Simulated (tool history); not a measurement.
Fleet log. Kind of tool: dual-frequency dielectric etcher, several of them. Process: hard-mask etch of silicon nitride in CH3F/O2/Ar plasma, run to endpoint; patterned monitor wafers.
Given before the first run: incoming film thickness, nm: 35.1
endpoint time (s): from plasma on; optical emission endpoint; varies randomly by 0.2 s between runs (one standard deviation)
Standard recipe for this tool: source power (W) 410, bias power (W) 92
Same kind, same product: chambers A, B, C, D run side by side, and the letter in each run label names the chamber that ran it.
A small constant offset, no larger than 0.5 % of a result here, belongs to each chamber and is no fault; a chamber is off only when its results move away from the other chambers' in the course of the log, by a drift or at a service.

run,day,source power (W),bias power (W),hours since the last wet clean,hours since the last source power generator calibration,hours since the last bias power generator calibration,endpoint time (s)
1B,0.358,410,92,204.8,825.2,2179.6,46.310
2D,0.538,410,92,398.6,145.3,1109.0,46.214
3C,0.725,410,92,113.1,750.9,2792.1,46.108
# day 0.808: chamber D: wet clean of the chamber
4A,1.092,410,92,551.2,1058.6,598.1,46.088
5C,1.371,410,92,128.6,766.4,2807.6,46.277
6D,1.621,410,92,19.5,171.3,1135.0,46.326
7A,1.979,410,92,572.5,1079.9,619.4,45.853
# day 2.171: chamber A: wet clean of the chamber
8B,2.312,410,105,251.7,872.1,2226.5,44.202
9D,2.562,410,105,42.1,193.9,1157.6,43.997
10C,2.812,410,105,163.2,801.0,2842.2,44.300
11B,3.121,410,105,271.1,891.5,2245.9,43.951
12A,3.488,410,92,31.6,1116.1,655.6,45.746
13B,3.654,410,92,283.9,904.3,2258.7,46.018
14A,3.917,460,103,41.9,1126.4,665.9,42.245
15C,4.258,460,103,197.9,835.7,2876.9,42.736
16D,4.517,460,103,89.0,240.8,1204.5,42.586
17D,4.867,460,103,97.4,249.2,1212.9,42.556
18A,5.242,480,77,73.7,1158.2,697.7,46.009
19C,5.600,480,77,230.1,867.9,2909.1,46.431
20B,5.825,480,77,336.0,956.4,2310.8,46.516
21A,6.133,480,77,95.1,1179.6,719.1,46.358
22B,6.358,410,92,348.8,969.2,2323.6,46.440
23C,6.679,410,92,256.0,893.8,2935.0,46.800
24D,7.029,310,78,149.3,301.1,1264.8,54.472
25D,7.338,310,78,156.7,308.5,1272.2,54.416
26C,7.517,310,78,276.1,913.9,2955.1,54.425
27A,7.762,310,78,134.2,1218.7,758.2,54.348
28B,8.000,410,92,388.2,1008.6,2363.0,46.353
29D,8.262,410,92,178.9,330.7,1294.4,45.827
30A,8.612,350,81,154.6,1239.1,778.6,51.123
31C,8.938,350,81,310.2,948.0,2989.2,51.671
32B,9.125,350,81,415.2,1035.6,2390.0,51.796
33C,9.433,350,81,322.1,959.9,3001.1,51.638
34A,9.742,410,92,181.7,1266.2,805.7,45.991
35D,9.996,410,92,220.5,372.3,1336.0,46.436
36B,10.238,410,92,441.9,1062.3,2416.7,46.193
37D,10.429,410,92,230.9,382.7,1346.4,46.392
38A,10.600,410,92,202.3,1286.8,826.3,46.286
39C,10.921,410,92,357.8,995.6,3036.8,46.390
40B,11.092,410,92,462.4,1082.8,2437.2,46.294
41B,11.358,410,92,468.8,1089.2,2443.6,46.150
42C,11.662,410,92,375.6,1013.4,3054.6,46.357
43A,12.033,410,92,236.7,1321.2,860.7,46.287

What goes on in this fleet: one chamber off, a drifting gauge, or nothing beyond the chambers' own small offsets? Name the chamber and the cause, if any.

All chambers stay in line apart from their small fixed offsets, and the gauge does not drift.
